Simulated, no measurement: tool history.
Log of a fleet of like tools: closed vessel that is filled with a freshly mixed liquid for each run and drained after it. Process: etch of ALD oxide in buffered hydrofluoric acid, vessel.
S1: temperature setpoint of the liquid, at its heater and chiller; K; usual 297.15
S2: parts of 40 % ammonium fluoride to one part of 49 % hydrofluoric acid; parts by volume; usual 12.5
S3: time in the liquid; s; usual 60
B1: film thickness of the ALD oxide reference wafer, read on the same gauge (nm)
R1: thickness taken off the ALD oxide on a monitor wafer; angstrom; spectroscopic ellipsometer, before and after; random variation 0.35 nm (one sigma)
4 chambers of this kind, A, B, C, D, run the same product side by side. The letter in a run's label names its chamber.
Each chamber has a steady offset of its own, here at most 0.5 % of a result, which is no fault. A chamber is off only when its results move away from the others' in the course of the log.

run	hour	S1	S2	S3	B1	R1
1D	3.1	297.15	12.5	60	140.01	597.15
2B	6.6	297.15	12.5	60	139.97	600.16
3A	10.6	297.15	12.5	60	139.99	601.08
4C	14.4	297.15	12.5	60	139.99	599.91
5A	17.7	297.15	12.5	60	139.95	603.25
6C	19.6	297.15	12.5	60	140.00	602.16
7B	23.3	297.15	12.5	60	139.98	605.38
8D	27.1	297.15	12.5	60	140.00	602.77
9D	30.9	297.15	12.5	60	139.99	604.77
10C	33.4	297.15	12.5	60	139.99	606.16
11B	37.3	297.15	12.5	60	140.02	601.10
12A	40.1	297.15	12.5	60	139.96	597.28
13A	42.6	297.15	12.5	60	139.99	597.03
14C	45.8	297.15	12.5	60	140.03	605.52
15D	48.8	297.15	12.5	60	140.01	597.92
16B	51.5	297.15	12.5	60	139.98	591.39
17C	55.0	297.15	12.5	60	139.98	611.91
18B	57.2	297.15	12.5	60	139.95	599.42
19D	61.0	292.65	12.5	75	139.99	589.24
20A	63.8	292.65	12.5	75	140.00	584.09
21C	66.7	292.65	12.5	75	140.01	594.64
22B	70.1	292.65	12.5	75	140.03	582.89
23D	73.9	297.15	12.5	60	139.98	603.27
24A	76.7	297.15	12.5	60	139.99	598.54
25D	79.6	297.15	12.5	60	140.02	601.93
26C	82.1	293.65	8.5	60	139.98	725.97
27A	84.1	293.65	8.5	60	140.05	690.86
28B	87.1	293.65	8.5	60	139.97	702.67
29B	90.3	293.65	8.5	60	140.01	700.93
30A	92.4	297.15	12.5	60	140.01	608.90
31C	96.3	297.15	12.5	60	140.02	629.33
32D	98.4	297.15	12.5	60	139.98	602.68
33A	100.7	297.15	12.5	60	139.98	607.27
34D	103.7	297.15	12.5	60	140.00	599.94
35C	106.3	297.15	12.5	60	140.00	623.34
36B	110.5	297.15	12.5	60	140.00	597.53
37A	113.9	297.15	12.5	50	139.98	500.25
38C	117.6	297.15	12.5	50	139.98	524.58
39B	121.4	297.15	12.5	50	140.03	498.38
40D	125.5	297.15	12.5	50	140.02	496.79
41D	128.8	297.15	12.5	60	140.04	601.46

Next, every chamber runs the same settings. What will each give?
42A	131.9	297.15	12.5	60		?
42B	131.9	297.15	12.5	60		?
42C	131.9	297.15	12.5	60		?
42D	131.9	297.15	12.5	60		?

run	R1
42A	598.35
42B	600.70
42C	630.62
42D	600.99
